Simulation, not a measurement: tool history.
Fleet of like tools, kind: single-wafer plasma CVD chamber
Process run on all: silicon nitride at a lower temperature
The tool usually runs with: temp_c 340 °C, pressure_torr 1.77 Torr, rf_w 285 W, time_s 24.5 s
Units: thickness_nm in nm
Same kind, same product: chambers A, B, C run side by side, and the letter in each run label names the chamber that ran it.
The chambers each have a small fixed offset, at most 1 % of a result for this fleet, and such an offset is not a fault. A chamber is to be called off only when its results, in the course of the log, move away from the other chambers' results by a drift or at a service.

run,day,temp_c,pressure_torr,rf_w,time_s,"read-back reference wafer on the same gauge, thickness_nm",thickness_nm
1C,0.221,340,1.77,285,24.5,28.82,28.518
2A,0.45,340,1.77,285,24.5,28.805,28.995
3B,0.8,340,1.77,285,24.5,28.797,28.986
# day 1.092: chamber A: RF generator calibrated
4A,1.2,340,1.77,285,24.5,28.797,29.053
5C,1.521,333,1.77,285,24.5,28.815,28.656
6B,1.908,333,1.77,285,24.5,28.811,29.014
7A,2.1,333,1.77,285,24.5,28.78,29.06
8B,2.317,340,2.06,285,24.5,28.798,30.22
9C,2.525,340,2.06,285,24.5,28.795,29.596
10A,2.767,340,2.06,285,24.5,28.79,30.006
11B,2.95,340,1.77,285,24.5,28.806,28.768
12C,3.288,340,1.77,285,24.5,28.795,28.426
13A,3.654,340,1.77,285,24.5,28.804,28.878
14C,3.962,340,1.77,285,24.5,28.811,28.557
15B,4.279,340,1.77,285,24.5,28.787,28.857
16C,4.596,340,1.77,285,24.5,28.803,28.515
17A,4.858,340,1.77,285,24.5,28.8,29.009
18B,5.117,340,1.77,285,24.5,28.776,28.799
19C,5.304,340,1.77,285,24.5,28.781,28.668
20B,5.571,340,1.77,285,24.5,28.781,28.856
21A,5.796,340,1.77,285,24.5,28.771,29.065
22C,6.046,340,1.77,285,24.5,28.796,28.764
23B,6.288,340,1.77,285,24.5,28.809,28.786
24A,6.65,340,1.77,285,24.5,28.791,28.899
25B,6.858,340,1.77,285,24.5,28.796,28.88
# day 7.05: chamber C: RF generator calibrated
26A,7.096,340,1.77,285,24.5,28.787,28.911
27C,7.375,340,1.77,285,24.5,28.831,28.54

Next, all 3 chambers run the settings below, one line each with question marks for the results. What does each chamber give?
28A,7.671,340,1.62,285,24.5,,?
28B,7.671,340,1.62,285,24.5,,?
28C,7.671,340,1.62,285,24.5,,?

run,thickness_nm
28A,28.247
28B,28.109
28C,27.914
